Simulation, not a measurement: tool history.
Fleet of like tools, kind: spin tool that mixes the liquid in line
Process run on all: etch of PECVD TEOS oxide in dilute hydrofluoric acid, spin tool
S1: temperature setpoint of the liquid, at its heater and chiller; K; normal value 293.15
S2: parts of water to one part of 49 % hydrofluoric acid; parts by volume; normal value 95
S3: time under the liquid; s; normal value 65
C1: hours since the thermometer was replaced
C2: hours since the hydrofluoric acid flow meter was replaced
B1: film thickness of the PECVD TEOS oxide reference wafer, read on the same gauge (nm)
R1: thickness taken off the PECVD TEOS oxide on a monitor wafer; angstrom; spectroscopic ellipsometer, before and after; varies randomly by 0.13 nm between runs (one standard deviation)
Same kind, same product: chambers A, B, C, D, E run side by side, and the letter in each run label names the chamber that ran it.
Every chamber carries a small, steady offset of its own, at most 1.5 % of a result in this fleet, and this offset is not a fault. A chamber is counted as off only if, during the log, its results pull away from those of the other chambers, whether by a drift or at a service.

{"run": "1A", "hour": 2.7, "S1": 293.15, "S2": 95, "S3": 65, "C1": 48.7, "C2": 301.1, "B1": 80.016, "R1": 146.59}
{"run": "2C", "hour": 6.7, "S1": 293.15, "S2": 95, "S3": 65, "C1": 447.1, "C2": 672.0, "B1": 80.04, "R1": 148.94}
{"hour": 9.5, "done": "chamber C: hydrofluoric acid flow meter replaced"}
{"run": "3D", "hour": 11.3, "S1": 293.15, "S2": 95, "S3": 65, "C1": 1154.6, "C2": 1343.0, "B1": 79.97, "R1": 148.92}
{"run": "4E", "hour": 14.8, "S1": 293.15, "S2": 95, "S3": 65, "C1": 441.8, "C2": 555.2, "B1": 79.964, "R1": 144.48}
{"run": "5B", "hour": 17.3, "S1": 293.15, "S2": 95, "S3": 65, "C1": 522.2, "C2": 781.1, "B1": 79.984, "R1": 148.3}
{"run": "6D", "hour": 21.8, "S1": 293.15, "S2": 95, "S3": 65, "C1": 1165.1, "C2": 1353.5, "B1": 79.971, "R1": 145.49}
{"run": "7E", "hour": 26.7, "S1": 293.15, "S2": 95, "S3": 80, "C1": 453.7, "C2": 567.1, "B1": 80.038, "R1": 177.24}
{"run": "8A", "hour": 31.5, "S1": 293.15, "S2": 95, "S3": 80, "C1": 77.5, "C2": 329.9, "B1": 79.983, "R1": 177.48}
{"run": "9B", "hour": 33.9, "S1": 293.15, "S2": 95, "S3": 80, "C1": 538.8, "C2": 797.7, "B1": 79.971, "R1": 180.08}
{"run": "10C", "hour": 36.5, "S1": 293.15, "S2": 95, "S3": 80, "C1": 476.9, "C2": 27.1, "B1": 80.008, "R1": 181.0}
{"run": "11E", "hour": 40.7, "S1": 293.15, "S2": 95, "S3": 80, "C1": 467.7, "C2": 581.1, "B1": 79.962, "R1": 175.97}
{"run": "12B", "hour": 44.5, "S1": 293.15, "S2": 95, "S3": 65, "C1": 549.4, "C2": 808.3, "B1": 79.977, "R1": 148.22}
{"run": "13A", "hour": 48.2, "S1": 293.15, "S2": 95, "S3": 65, "C1": 94.2, "C2": 346.6, "B1": 80.025, "R1": 144.71}
{"run": "14D", "hour": 52.4, "S1": 293.15, "S2": 95, "S3": 65, "C1": 1195.7, "C2": 1384.1, "B1": 80.045, "R1": 144.89}
{"run": "15C", "hour": 56.4, "S1": 290.15, "S2": 95, "S3": 40, "C1": 496.8, "C2": 47.0, "B1": 80.009, "R1": 81.624}
{"run": "16E", "hour": 59.1, "S1": 290.15, "S2": 95, "S3": 40, "C1": 486.1, "C2": 599.5, "B1": 79.964, "R1": 78.585}
{"run": "17A", "hour": 63.5, "S1": 290.15, "S2": 95, "S3": 40, "C1": 109.5, "C2": 361.9, "B1": 80.0, "R1": 78.059}
{"run": "18C", "hour": 66.1, "S1": 290.15, "S2": 95, "S3": 40, "C1": 506.5, "C2": 56.7, "B1": 80.064, "R1": 80.053}
{"run": "19D", "hour": 70.1, "S1": 290.15, "S2": 95, "S3": 40, "C1": 1213.4, "C2": 1401.8, "B1": 79.933, "R1": 78.981}
{"run": "20B", "hour": 73.0, "S1": 293.15, "S2": 95, "S3": 65, "C1": 577.9, "C2": 836.8, "B1": 80.034, "R1": 145.62}
{"hour": 76.1, "done": "chamber D: hydrofluoric acid flow meter replaced"}
{"run": "21A", "hour": 76.8, "S1": 293.15, "S2": 95, "S3": 65, "C1": 122.8, "C2": 375.2, "B1": 79.988, "R1": 140.44}
{"run": "22D", "hour": 79.5, "S1": 295.65, "S2": 115, "S3": 65, "C1": 1222.8, "C2": 3.4, "B1": 79.968, "R1": 130.95}
{"hour": 79.8, "done": "chamber B: thermometer replaced"}
{"run": "23E", "hour": 84.3, "S1": 295.65, "S2": 115, "S3": 65, "C1": 511.3, "C2": 624.7, "B1": 80.029, "R1": 128.5}
{"run": "24C", "hour": 87.8, "S1": 295.65, "S2": 115, "S3": 65, "C1": 528.2, "C2": 78.4, "B1": 80.023, "R1": 132.96}
{"run": "25B", "hour": 90.6, "S1": 295.65, "S2": 115, "S3": 65, "C1": 10.9, "C2": 854.4, "B1": 79.997, "R1": 129.09}
{"run": "26D", "hour": 93.4, "S1": 295.65, "S2": 115, "S3": 65, "C1": 1236.7, "C2": 17.3, "B1": 79.957, "R1": 130.21}
{"run": "27E", "hour": 96.8, "S1": 297.65, "S2": 95, "S3": 55, "C1": 523.8, "C2": 637.2, "B1": 79.992, "R1": 146.47}
{"run": "28C", "hour": 100.9, "S1": 297.65, "S2": 95, "S3": 55, "C1": 541.3, "C2": 91.5, "B1": 80.016, "R1": 147.82}
{"run": "29A", "hour": 104.3, "S1": 297.65, "S2": 95, "S3": 55, "C1": 150.3, "C2": 402.7, "B1": 80.032, "R1": 139.19}
{"run": "30B", "hour": 109.0, "S1": 297.65, "S2": 95, "S3": 55, "C1": 29.3, "C2": 872.8, "B1": 80.033, "R1": 150.07}
{"run": "31A", "hour": 113.8, "S1": 297.65, "S2": 95, "S3": 55, "C1": 159.8, "C2": 412.2, "B1": 79.996, "R1": 137.88}
{"run": "32D", "hour": 117.1, "S1": 293.15, "S2": 95, "S3": 65, "C1": 1260.4, "C2": 41.0, "B1": 80.02, "R1": 145.61}
{"run": "33B", "hour": 121.1, "S1": 293.15, "S2": 95, "S3": 65, "C1": 41.4, "C2": 884.9, "B1": 80.012, "R1": 147.42}
{"run": "34C", "hour": 124.6, "S1": 293.15, "S2": 95, "S3": 65, "C1": 565.0, "C2": 115.2, "B1": 80.02, "R1": 147.12}
{"hour": 126.7, "done": "chamber C: thermometer replaced"}
{"run": "35E", "hour": 126.8, "S1": 293.15, "S2": 95, "S3": 65, "C1": 553.8, "C2": 667.2, "B1": 79.987, "R1": 143.57}
{"run": "36E", "hour": 129.2, "S1": 293.15, "S2": 95, "S3": 65, "C1": 556.2, "C2": 669.6, "B1": 80.014, "R1": 145.4}
{"run": "37B", "hour": 131.5, "S1": 293.15, "S2": 95, "S3": 65, "C1": 51.8, "C2": 895.3, "B1": 79.99, "R1": 145.3}
{"run": "38A", "hour": 135.6, "S1": 297.15, "S2": 75, "S3": 65, "C1": 181.6, "C2": 434.0, "B1": 79.984, "R1": 206.13}
{"run": "39D", "hour": 139.2, "S1": 297.15, "S2": 75, "S3": 65, "C1": 1282.5, "C2": 63.1, "B1": 80.001, "R1": 224.04}
{"run": "40C", "hour": 143.8, "S1": 297.15, "S2": 75, "S3": 65, "C1": 17.1, "C2": 134.4, "B1": 80.012, "R1": 222.08}

One chamber off, gauge drift, or nothing amiss beyond the chambers' own small offsets? If it is a chamber, which one, and what is the likeliest cause?

It is chamber A that slowly wanders off from its peers.
Cause: hydrofluoric acid flow below the setpoint (%) = 9.98.
With only this log, it may be confused with: liquid colder than its thermometer reads (K).

Chamber A could run next with any of the 4 candidate recipes listed below; each alters the usual settings, and their results appear as question marks. Which one brings its results back in line with what the other chambers deliver on the usual settings?
Allowed miss from the other chambers' usual-settings mean, per result, to count as in line: R1 4.600 angstrom
{"run": "41A-1", "hour": 147.3, "S1": 290.15, "S2": 95, "S3": 65, "R1": "?"}
{"run": "41A-2", "hour": 147.3, "S1": 294.65, "S2": 95, "S3": 65, "R1": "?"}
{"run": "41A-3", "hour": 147.3, "S1": 296.15, "S2": 95, "S3": 65, "R1": "?"}
{"run": "41A-4", "hour": 147.3, "S1": 293.15, "S2": 100, "S3": 65, "R1": "?"}

Other chambers, usual settings, mean: R1 146.510 angstrom
run=41A-1 R1=115.520
run=41A-2 R1=139.280
run=41A-3 R1=147.960
run=41A-4 R1=123.650
41A-3 is the one that brings the chamber's results back in line with the other chambers.

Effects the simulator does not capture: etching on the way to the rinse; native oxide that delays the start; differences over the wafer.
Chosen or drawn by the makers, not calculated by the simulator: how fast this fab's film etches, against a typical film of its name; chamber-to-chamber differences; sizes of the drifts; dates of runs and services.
